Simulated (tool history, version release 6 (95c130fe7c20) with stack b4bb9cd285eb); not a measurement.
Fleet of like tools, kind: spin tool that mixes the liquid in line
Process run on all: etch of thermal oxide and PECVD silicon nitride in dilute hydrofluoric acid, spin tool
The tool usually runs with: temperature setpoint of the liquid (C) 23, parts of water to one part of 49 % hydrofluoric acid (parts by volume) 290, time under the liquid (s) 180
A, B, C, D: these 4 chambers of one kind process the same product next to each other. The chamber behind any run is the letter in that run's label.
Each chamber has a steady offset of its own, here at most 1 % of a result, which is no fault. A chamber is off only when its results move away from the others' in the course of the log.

run,hour,temperature setpoint of the liquid (C),parts of water to one part of 49 % hydrofluoric acid (parts by volume),time under the liquid (s),"read-back film thickness of the thermal oxide reference wafer, read on the same gauge (nm)","read-back film thickness of the PECVD silicon nitride reference wafer, read on the same gauge (nm)",thickness taken off the thermal oxide on a monitor wafer (angstrom),thickness taken off the PECVD silicon nitride on a monitor wafer (angstrom)
1A,8.5,23,290,180,100.03,110.03,22.68,33.404
2D,20.4,23,290,180,100.02,110.03,22.256,33.562
3C,29.2,23,290,180,100.03,110,22.136,33.897
4B,36.7,23,290,180,99.997,109.99,22.665,33.725
# hour 37.5: chamber D: thermometer replaced
5D,45.2,27.5,430,180,100.01,109.98,15.609,30.013
6B,59.3,27.5,430,180,100,109.99,15.429,29.408
7C,68.8,27.5,430,180,99.996,110,15.479,29.386
8A,82.6,27.5,430,180,99.998,109.99,15.131,29.239
9B,95,23,290,180,100,109.99,22.05,33.277
10C,107.9,23,290,180,99.962,109.99,21.942,33.406
11A,119.3,23,290,180,99.977,110,22.194,34.163
12D,129.1,23,290,180,99.97,110.01,22.136,33.606
13A,138.4,23,375,180,100.03,109.99,16.099,26.472
14C,151.3,23,375,180,99.981,110.01,15.799,26.018
15B,161.4,23,375,180,99.984,110,16.173,26.195
16D,174.5,23,375,180,99.989,109.98,16.076,25.782
17A,184.2,19,290,180,99.99,110.01,19.412,26.458
18B,199.1,19,290,180,99.995,110.01,19.405,25.927
19D,207.5,19,290,180,99.99,109.97,19.29,26.444
20C,221.7,19,290,180,99.974,109.99,20.188,26.928
21D,233.6,18.5,290,90,99.983,110,9.3081,12.867
# hour 243.2: chamber D: hydrofluoric acid flow meter replaced
22A,246.9,18.5,290,90,100.01,110,9.4535,12.508
23B,256,18.5,290,90,99.954,109.99,9.355,12.591
# hour 257.1: chamber A: thermometer replaced
24C,266.6,18.5,290,90,99.983,110.02,9.9914,13.364
25D,277.9,21,290,115,99.992,110.03,13.02,18.701
26A,284.7,21,290,115,100.02,110,13.603,18.792
27C,293.1,21,290,115,100,110,13.932,20.175
28B,302.5,21,290,115,99.995,110.02,13.362,19.061
29D,311.2,23,290,180,99.998,110,21.789,33.485
30A,317.9,23,290,180,99.997,110,22.296,33.698
31C,328.5,19,150,180,100.01,109.97,44.708,51.766
32B,335.6,19,150,180,99.99,110.01,41.894,48.354
33A,349,19,150,180,100.02,110.01,44.389,51.272

Predict what each chamber gives when all 4 of them run the settings below next.
34A,360.1,23,290,180,,,?,?
34B,360.1,23,290,180,,,?,?
34C,360.1,23,290,180,,,?,?
34D,360.1,23,290,180,,,?,?

run,thickness taken off the thermal oxide on a monitor wafer (angstrom),thickness taken off the PECVD silicon nitride on a monitor wafer (angstrom)
34A,22.548,33.783
34B,21.7,33.812
34C,24.148,36.275
34D,22.38,33.454

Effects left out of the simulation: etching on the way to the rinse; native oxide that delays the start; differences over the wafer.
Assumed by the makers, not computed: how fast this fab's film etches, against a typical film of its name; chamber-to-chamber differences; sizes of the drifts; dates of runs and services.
